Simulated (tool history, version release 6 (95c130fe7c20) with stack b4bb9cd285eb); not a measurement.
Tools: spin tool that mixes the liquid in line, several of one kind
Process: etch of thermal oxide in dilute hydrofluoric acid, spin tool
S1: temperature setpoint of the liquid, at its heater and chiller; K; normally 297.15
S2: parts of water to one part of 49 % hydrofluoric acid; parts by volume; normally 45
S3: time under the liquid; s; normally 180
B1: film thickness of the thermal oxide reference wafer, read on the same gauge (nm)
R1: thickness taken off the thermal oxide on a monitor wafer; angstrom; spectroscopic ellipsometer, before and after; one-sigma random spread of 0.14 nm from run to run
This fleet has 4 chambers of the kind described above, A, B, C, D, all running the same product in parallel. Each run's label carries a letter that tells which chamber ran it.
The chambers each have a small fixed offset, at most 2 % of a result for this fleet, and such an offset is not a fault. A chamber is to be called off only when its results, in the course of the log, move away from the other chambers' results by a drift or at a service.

At day 0.088: chamber C: hydrofluoric acid flow meter replaced.
Run 1C, day 0.4: usual settings; B1 110.02. Result: R1 210.67 angstrom.
Run 2D, day 0.788: usual settings; B1 110.01. Result: R1 208.04 angstrom.
Run 3B, day 1.008: usual settings; B1 110.02. Result: R1 209.75 angstrom.
Run 4A, day 1.475: usual settings; B1 109.99. Result: R1 210.12 angstrom.
Run 5B, day 1.9: usual settings; B1 109.98. Result: R1 210.73 angstrom.
Run 6D, day 2.275: usual settings; B1 110.01. Result: R1 204.86 angstrom.
Run 7C, day 2.725: usual settings; B1 109.98. Result: R1 207.61 angstrom.
Run 8A, day 3.158: usual settings; B1 109.99. Result: R1 209.38 angstrom.
Run 9C, day 3.417: usual settings; B1 110. Result: R1 210.12 angstrom.
Run 10B, day 3.838: usual settings; B1 109.99. Result: R1 209.58 angstrom.
Run 11D, day 4.154: usual settings; B1 109.99. Result: R1 207.87 angstrom.
Run 12A, day 4.483: usual settings; B1 110.02. Result: R1 211.52 angstrom.
Run 13D, day 4.904: usual settings; B1 110.01. Result: R1 208.53 angstrom.
Run 14B, day 5.333: usual settings; B1 110.02. Result: R1 211.37 angstrom.
Run 15C, day 5.604: usual settings; B1 110.01. Result: R1 210.58 angstrom.
Run 16A, day 5.938: usual settings; B1 110.01. Result: R1 210.09 angstrom.
Run 17A, day 6.3: usual settings; B1 109.98. Result: R1 212.66 angstrom.
Run 18B, day 6.717: usual settings but S1 300.15 K; B1 109.97. Result: R1 235 angstrom.
Run 19C, day 7.062: usual settings but S1 300.15 K; B1 110.01. Result: R1 236.3 angstrom.
Run 20D, day 7.538: usual settings but S1 300.15 K; B1 110. Result: R1 243.46 angstrom.
Run 21D, day 7.9: usual settings but S1 300.15 K; B1 109.99. Result: R1 244.33 angstrom.
Run 22B, day 8.354: usual settings; B1 110.01. Result: R1 212.57 angstrom.
Run 23C, day 8.7: usual settings; B1 109.99. Result: R1 207.24 angstrom.
Run 24A, day 9.204: usual settings; B1 109.98. Result: R1 210.16 angstrom.
Run 25D, day 9.625: usual settings; B1 110.02. Result: R1 221.9 angstrom.
Run 26B, day 9.888: usual settings; B1 110.01. Result: R1 209.39 angstrom.

Decide between three cases: one chamber stands off from its peers, the gauge reading all wafers drifts, or nothing is wrong past each chamber's small offset. Where a chamber is off, say which and what most likely put it there.

Chamber D drifts away from the others.
Cause: hydrofluoric acid flow above the setpoint (%) = 7.39.
Not necessarily distinguishable in this log from: liquid hotter than its thermometer reads (K).

Which of the 4 candidates below, each the usual settings with something changed and its results left as question marks, puts chamber D back in line with what the other chambers give on the usual settings?
In line here means within this much of the mean the other chambers give on the usual settings: R1 5 angstrom
Run 27D-1, day 10.25: usual settings but S3 200 s. Result: R1 ?.
Run 27D-2, day 10.25: usual settings but S1 295.65 K. Result: R1 ?.
Run 27D-3, day 10.25: usual settings but S3 165 s. Result: R1 ?.
Run 27D-4, day 10.25: usual settings but S3 190 s. Result: R1 ?.

Mean of the other chambers on the usual settings: R1 210.71 angstrom
  run      R1
27D-1  246.49
27D-2  208.32
27D-3  203.36
27D-4  234.17
With 27D-2, the chamber falls back in line with the rest.
